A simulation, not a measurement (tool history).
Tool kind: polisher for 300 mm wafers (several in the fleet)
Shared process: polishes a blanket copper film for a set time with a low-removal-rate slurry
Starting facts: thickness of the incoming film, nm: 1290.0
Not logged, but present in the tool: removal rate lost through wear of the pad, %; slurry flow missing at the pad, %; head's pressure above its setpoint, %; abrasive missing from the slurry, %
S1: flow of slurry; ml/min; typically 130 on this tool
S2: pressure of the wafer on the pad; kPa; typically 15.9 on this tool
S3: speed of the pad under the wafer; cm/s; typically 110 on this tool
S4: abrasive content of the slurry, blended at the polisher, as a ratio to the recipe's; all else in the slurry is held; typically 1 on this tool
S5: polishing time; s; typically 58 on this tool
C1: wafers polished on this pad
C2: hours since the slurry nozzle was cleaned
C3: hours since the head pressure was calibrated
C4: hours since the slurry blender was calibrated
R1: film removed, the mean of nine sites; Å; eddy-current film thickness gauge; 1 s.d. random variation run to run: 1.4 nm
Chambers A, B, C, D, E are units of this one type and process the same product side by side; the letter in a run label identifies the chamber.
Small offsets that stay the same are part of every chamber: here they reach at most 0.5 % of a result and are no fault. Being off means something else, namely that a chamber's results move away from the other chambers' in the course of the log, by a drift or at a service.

run   hour   S1    S2   S3   S4  S5    C1     C2      C3     C4      R1
       0.2  -- chamber C: slurry blender recalibrated
 1B    7.3  130  15.9  110    1  58   765  410.9   108.3  223.5  1670.3
         8  -- chamber E: worn pad replaced by a new one
 2E   13.8  130  15.9  110    1  58    84  246.3   626.7  103.4  1671.2
      17.7  -- chamber C: worn pad replaced by a new one
 3C   24.7  130  15.9  110    1  58   102   88.4   555.6   24.5  1668.9
      26.4  -- chamber B: worn pad replaced by a new one
 4A   37.3  130  15.9  110    1  58   665   75.9     516  214.8  1644.6
 5D   43.5  130  15.9  110    1  58   751   69.7     773   88.9    1667
 6D   49.3  130  15.9   96    1  65   835   75.5   778.8   94.7  1650.8
 7A   60.7  130  15.9   96    1  65  1002   99.3   539.4  238.2  1634.5
      64.7  -- chamber D: slurry blender recalibrated
 8E   68.1  130  15.9   96    1  65   866  300.6     681  157.7    1630
      77.7  -- chamber D: worn pad replaced by a new one
 9B   78.2  130  15.9   96    1  65   747  481.8   179.2  294.4  1621.9
      80.6  -- chamber B: slurry blender recalibrated
10C   89.2  130  15.9   96    1  65  1030  152.9   620.1     89  1641.2
      92.8  -- chamber C: worn pad replaced by a new one
      95.5  -- chamber A: worn pad replaced by a new one
11C   95.6  130  15.9  110    1  58    40  159.3   626.5   95.4  1657.1
      98.4  -- chamber B: worn pad replaced by a new one
12D  107.3  130  15.9  110    1  58   427  133.5   836.8   42.7    1668
       111  -- chamber A: slurry blender recalibrated
     112.7  -- chamber E: worn pad replaced by a new one
13A  113.6  130  15.9  110    1  58   261  152.2   592.3    2.6  1676.8
     114.5  -- chamber E: slurry nozzle cleaned
14E  124.3  130  15.9  110    1  58   167    9.8   737.2  213.9  1655.1
15B  130.3  130  15.9  110    1  58   460  533.9   231.3   49.8  1692.3
16E  139.7  130  15.9  110    1  58   389   25.2   752.6  229.3  1669.4
17C  151.4  130  15.9  110    1  58   844  215.1   682.3  151.2  1691.5
     154.7  -- chamber D: worn pad replaced by a new one
     154.9  -- chamber C: head pressure recalibrated
18A  159.3  130  15.9  110    1  58   919  197.9     638   48.3    1682
     162.2  -- chamber E: head pressure recalibrated
19B  166.6  130  15.9  110    1  58   983  570.2   267.6   86.1    1712
     167.6  -- chamber C: slurry nozzle cleaned
     174.9  -- chamber B: worn pad replaced by a new one
     176.4  -- chamber C: worn pad replaced by a new one
20D  177.4  130  15.9  110    1  58   327  203.6   906.9  112.8  1686.1
     180.2  -- chamber D: slurry blender recalibrated
21C  186.1  130  15.9  110    1  58   141   18.5    31.2  185.9  1655.7
22A  192.8  130  15.9  110    1  58  1401  231.4   671.5   81.8  1675.4
23E  199.4  130  15.9  110  0.9  44  1249   84.9    37.2    289    1227
     201.9  -- chamber A: worn pad replaced by a new one
     202.9  -- chamber E: worn pad replaced by a new one
24B  206.9  130  15.9  110  0.9  44   460  610.5   307.9  126.4  1300.9
     216.1  -- chamber E: slurry blender recalibrated
25D  217.3  130  15.9  110  0.9  44   901  243.5   946.8   37.2    1229
26B  224.4  130  15.9  110  0.9  44   712    628   325.4  143.9  1281.2
27C  232.2  130  15.9  110  0.9  44   805   64.6    77.3    232  1241.6
     236.8  -- chamber D: worn pad replaced by a new one
28A  238.5  130  15.9  110    1  58   528  277.1   717.2  127.5  1649.8
29E  246.7  130  15.9  110    1  58   632  132.2    84.5   30.6  1658.4
     258.5  -- chamber B: worn pad replaced by a new one
30D  258.9  130  15.9  110    1  58   318  285.1   988.4   78.8    1676
     260.8  -- chamber C: worn pad replaced by a new one
31B  266.7  130  15.9  110    1  58   119  670.3   367.7  186.2  1767.7
32D  279.3  130  15.9  110    1  58   612  305.5  1008.8   99.2  1685.9
33C    288  130  15.9  110    1  58   392  120.4   133.1  287.8  1692.6
     292.8  -- chamber E: worn pad replaced by a new one
34E  297.8  130  15.9  110    1  58    72  183.3   135.6   81.7    1677
     303.1  -- chamber A: worn pad replaced by a new one
     304.2  -- chamber A: head pressure recalibrated
     305.2  -- chamber D: slurry blender recalibrated
35A  307.7  130  15.9  110    1  58    67  346.3     3.5  196.7  1704.4
36D  317.2  130  15.9  110    1  58  1158  343.4  1046.7   12.1    1671
37E  324.3  130  15.9  110    1  58   453  209.8   162.1  108.2  1652.9
     326.1  -- chamber C: worn pad replaced by a new one
     328.5  -- chamber D: worn pad replaced by a new one
38B  337.1  130  15.9  110    1  58  1133  740.7   438.1  256.6  1808.3
39C  345.3   90  15.9  110    1  46   277  177.7   190.4  345.1  1217.2
40A  354.2   90  15.9  110    1  46   737  392.8      50  243.2  1242.3
41E  363.5   90  15.9  110    1  46  1018    249   201.3  147.4  1222.1
42D  369.7   90  15.9  110    1  46   593  395.9  1099.2   64.6  1216.9

Is one chamber off against the others, does the gauge drift, or is nothing wrong? If a chamber is off, say which, and what the likeliest cause is.

Chamber B drifts away from the others.
What lies behind it: head's pressure above its setpoint, % = 8.79.

Which of the 4 candidates below, each the usual settings with something changed and its results left as question marks, puts chamber B back in line with what the other chambers give on the usual settings?
Allowed miss from the other chambers' usual-settings mean, per result, to count as in line: R1 48 Å
43B-1  378.9  130  15.9  106   1  58                   ?
43B-2  378.9  130  15.9  112   1  59                   ?
43B-3  378.9  130  15.9  100   1  58                   ?
43B-4  378.9  130  15.9  120   1  58                   ?

Mean of the other chambers on the usual settings: R1 1664.9 Å
  run      R1
43B-1  1753.6
43B-2  1886.4
43B-3  1652.8
43B-4  1988.8
43B-3 brings the chamber back in line.

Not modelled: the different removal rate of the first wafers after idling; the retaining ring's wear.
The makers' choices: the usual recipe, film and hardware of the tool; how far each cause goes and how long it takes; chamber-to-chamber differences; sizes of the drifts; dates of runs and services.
